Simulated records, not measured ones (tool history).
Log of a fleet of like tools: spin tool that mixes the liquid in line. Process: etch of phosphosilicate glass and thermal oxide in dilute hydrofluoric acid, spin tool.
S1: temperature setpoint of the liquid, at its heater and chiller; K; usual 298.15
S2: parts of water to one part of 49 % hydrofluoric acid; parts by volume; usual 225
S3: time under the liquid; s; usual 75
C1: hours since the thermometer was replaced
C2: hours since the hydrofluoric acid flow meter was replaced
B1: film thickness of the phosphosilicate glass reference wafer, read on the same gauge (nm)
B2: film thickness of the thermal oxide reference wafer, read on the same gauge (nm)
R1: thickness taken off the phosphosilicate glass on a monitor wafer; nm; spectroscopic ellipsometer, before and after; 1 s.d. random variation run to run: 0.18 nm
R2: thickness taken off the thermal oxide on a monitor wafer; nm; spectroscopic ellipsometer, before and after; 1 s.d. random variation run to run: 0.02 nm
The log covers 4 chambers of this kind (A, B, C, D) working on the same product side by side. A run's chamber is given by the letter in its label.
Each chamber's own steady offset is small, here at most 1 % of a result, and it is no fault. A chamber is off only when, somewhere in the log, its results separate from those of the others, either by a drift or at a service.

{"run": "1D", "day": 0.121, "S1": 298.15, "S2": 225, "S3": 75, "C1": 685.2, "C2": 282.9, "B1": 150.0, "B2": 150.01, "R1": 18.219, "R2": 1.4322}
{"run": "2C", "day": 0.379, "S1": 298.15, "S2": 225, "S3": 75, "C1": 477.0, "C2": 1462.4, "B1": 150.0, "B2": 149.98, "R1": 18.04, "R2": 1.4059}
{"run": "3B", "day": 0.608, "S1": 298.15, "S2": 225, "S3": 75, "C1": 148.8, "C2": 457.5, "B1": 150.02, "B2": 150.01, "R1": 18.14, "R2": 1.3978}
{"run": "4A", "day": 0.754, "S1": 298.15, "S2": 225, "S3": 75, "C1": 885.8, "C2": 1187.9, "B1": 150.0, "B2": 150.01, "R1": 18.05, "R2": 1.425}
{"run": "5D", "day": 0.875, "S1": 298.15, "S2": 225, "S3": 75, "C1": 703.3, "C2": 301.0, "B1": 149.96, "B2": 150.01, "R1": 18.453, "R2": 1.4643}
{"run": "6A", "day": 1.054, "S1": 298.15, "S2": 225, "S3": 75, "C1": 893.0, "C2": 1195.1, "B1": 150.04, "B2": 150.01, "R1": 18.306, "R2": 1.4317}
{"run": "7C", "day": 1.171, "S1": 298.15, "S2": 225, "S3": 75, "C1": 496.0, "C2": 1481.4, "B1": 150.05, "B2": 150.0, "R1": 17.862, "R2": 1.467}
{"run": "8B", "day": 1.283, "S1": 298.15, "S2": 225, "S3": 75, "C1": 165.0, "C2": 473.7, "B1": 150.01, "B2": 149.98, "R1": 17.963, "R2": 1.4275}
{"run": "9B", "day": 1.454, "S1": 298.15, "S2": 225, "S3": 75, "C1": 169.1, "C2": 477.8, "B1": 150.0, "B2": 150.0, "R1": 17.836, "R2": 1.4551}
{"run": "10C", "day": 1.633, "S1": 298.15, "S2": 225, "S3": 75, "C1": 507.1, "C2": 1492.5, "B1": 150.04, "B2": 150.0, "R1": 18.112, "R2": 1.425}
{"run": "11D", "day": 1.762, "S1": 298.15, "S2": 225, "S3": 75, "C1": 724.6, "C2": 322.3, "B1": 149.99, "B2": 150.0, "R1": 18.07, "R2": 1.4419}
{"run": "12A", "day": 1.975, "S1": 298.15, "S2": 225, "S3": 75, "C1": 915.1, "C2": 1217.2, "B1": 149.99, "B2": 149.99, "R1": 18.339, "R2": 1.4265}
{"run": "13D", "day": 2.233, "S1": 298.15, "S2": 225, "S3": 75, "C1": 735.9, "C2": 333.6, "B1": 150.06, "B2": 150.0, "R1": 18.079, "R2": 1.4004}
{"run": "14A", "day": 2.375, "S1": 302.65, "S2": 225, "S3": 50, "C1": 924.7, "C2": 1226.8, "B1": 150.03, "B2": 150.0, "R1": 14.171, "R2": 1.1295}
{"run": "15C", "day": 2.546, "S1": 302.65, "S2": 225, "S3": 50, "C1": 529.0, "C2": 1514.4, "B1": 149.97, "B2": 150.0, "R1": 14.182, "R2": 1.1146}
{"run": "16B", "day": 2.712, "S1": 302.65, "S2": 225, "S3": 50, "C1": 199.3, "C2": 508.0, "B1": 149.97, "B2": 149.98, "R1": 14.074, "R2": 1.0984}
{"run": "17C", "day": 2.962, "S1": 302.65, "S2": 225, "S3": 50, "C1": 539.0, "C2": 1524.4, "B1": 149.98, "B2": 149.98, "R1": 14.053, "R2": 1.1313}
{"run": "18A", "day": 3.083, "S1": 298.15, "S2": 225, "S3": 75, "C1": 941.7, "C2": 1243.8, "B1": 149.98, "B2": 149.99, "R1": 17.708, "R2": 1.4806}
{"run": "19B", "day": 3.329, "S1": 298.15, "S2": 225, "S3": 75, "C1": 214.1, "C2": 522.8, "B1": 150.03, "B2": 149.98, "R1": 17.53, "R2": 1.4006}
{"run": "20D", "day": 3.483, "S1": 298.15, "S2": 225, "S3": 75, "C1": 765.9, "C2": 363.6, "B1": 150.07, "B2": 149.99, "R1": 18.497, "R2": 1.4344}
{"run": "21B", "day": 3.675, "S1": 298.15, "S2": 225, "S3": 75, "C1": 222.4, "C2": 531.1, "B1": 150.04, "B2": 150.01, "R1": 17.477, "R2": 1.4259}
{"day": 3.679, "done": "chamber C: thermometer replaced"}
{"run": "22C", "day": 3.8, "S1": 298.15, "S2": 225, "S3": 75, "C1": 2.9, "C2": 1544.5, "B1": 149.96, "B2": 150.02, "R1": 17.864, "R2": 1.4688}
{"run": "23A", "day": 3.912, "S1": 298.15, "S2": 225, "S3": 75, "C1": 961.6, "C2": 1263.7, "B1": 149.98, "B2": 150.0, "R1": 17.9, "R2": 1.3981}
{"run": "24D", "day": 4.079, "S1": 295.65, "S2": 225, "S3": 75, "C1": 780.2, "C2": 377.9, "B1": 149.99, "B2": 150.01, "R1": 16.607, "R2": 1.2752}
{"run": "25A", "day": 4.304, "S1": 295.65, "S2": 225, "S3": 75, "C1": 971.0, "C2": 1273.1, "B1": 150.0, "B2": 150.0, "R1": 16.358, "R2": 1.3062}
{"run": "26B", "day": 4.521, "S1": 295.65, "S2": 225, "S3": 75, "C1": 242.7, "C2": 551.4, "B1": 149.99, "B2": 149.99, "R1": 15.647, "R2": 1.2579}
{"run": "27C", "day": 4.775, "S1": 295.65, "S2": 225, "S3": 75, "C1": 26.3, "C2": 1567.9, "B1": 149.94, "B2": 150.01, "R1": 16.517, "R2": 1.2774}
{"run": "28D", "day": 4.892, "S1": 302.15, "S2": 225, "S3": 45, "C1": 799.7, "C2": 397.4, "B1": 150.0, "B2": 150.01, "R1": 12.391, "R2": 0.9955}
{"run": "29C", "day": 5.05, "S1": 302.15, "S2": 225, "S3": 45, "C1": 32.9, "C2": 1574.5, "B1": 150.0, "B2": 150.0, "R1": 12.392, "R2": 0.99467}
{"run": "30A", "day": 5.162, "S1": 302.15, "S2": 225, "S3": 45, "C1": 991.6, "C2": 1293.7, "B1": 149.98, "B2": 149.98, "R1": 12.279, "R2": 0.99707}
{"run": "31D", "day": 5.367, "S1": 302.15, "S2": 225, "S3": 45, "C1": 811.1, "C2": 408.8, "B1": 150.0, "B2": 149.98, "R1": 12.677, "R2": 1.0079}
{"run": "32B", "day": 5.517, "S1": 298.15, "S2": 225, "S3": 75, "C1": 266.6, "C2": 575.3, "B1": 149.98, "B2": 150.0, "R1": 16.672, "R2": 1.346}
{"run": "33A", "day": 5.642, "S1": 298.15, "S2": 225, "S3": 75, "C1": 1003.1, "C2": 1305.2, "B1": 150.02, "B2": 150.0, "R1": 17.863, "R2": 1.4467}
{"run": "34C", "day": 5.771, "S1": 298.15, "S2": 225, "S3": 75, "C1": 50.2, "C2": 1591.8, "B1": 149.99, "B2": 150.0, "R1": 18.128, "R2": 1.437}
{"run": "35B", "day": 5.917, "S1": 298.15, "S2": 225, "S3": 75, "C1": 276.2, "C2": 584.9, "B1": 150.01, "B2": 150.01, "R1": 16.572, "R2": 1.3262}
{"run": "36D", "day": 6.146, "S1": 298.15, "S2": 225, "S3": 75, "C1": 829.8, "C2": 427.5, "B1": 149.97, "B2": 150.01, "R1": 18.213, "R2": 1.459}
{"run": "37D", "day": 6.404, "S1": 298.15, "S2": 225, "S3": 75, "C1": 836.0, "C2": 433.7, "B1": 150.0, "B2": 149.99, "R1": 18.444, "R2": 1.4059}
{"run": "38C", "day": 6.529, "S1": 298.15, "S2": 225, "S3": 75, "C1": 68.4, "C2": 1610.0, "B1": 150.02, "B2": 149.99, "R1": 17.759, "R2": 1.4661}
{"run": "39A", "day": 6.729, "S1": 298.15, "S2": 225, "S3": 75, "C1": 1029.2, "C2": 1331.3, "B1": 149.98, "B2": 150.0, "R1": 18.199, "R2": 1.3888}
{"run": "40B", "day": 6.9, "S1": 298.15, "S2": 225, "S3": 75, "C1": 299.8, "C2": 608.5, "B1": 149.99, "B2": 150.02, "R1": 15.61, "R2": 1.2593}

Next, all 4 chambers run the settings below, one line each with question marks for the results. What does each chamber give?
{"run": "41A", "day": 7.083, "S1": 298.15, "S2": 225, "S3": 75, "R1": "?", "R2": "?"}
{"run": "41B", "day": 7.083, "S1": 298.15, "S2": 225, "S3": 75, "R1": "?", "R2": "?"}
{"run": "41C", "day": 7.083, "S1": 298.15, "S2": 225, "S3": 75, "R1": "?", "R2": "?"}
{"run": "41D", "day": 7.083, "S1": 298.15, "S2": 225, "S3": 75, "R1": "?", "R2": "?"}

run=41A R1=18.277 R2=1.43260
run=41B R1=15.638 R2=1.26970
run=41C R1=18.146 R2=1.44180
run=41D R1=18.169 R2=1.45600
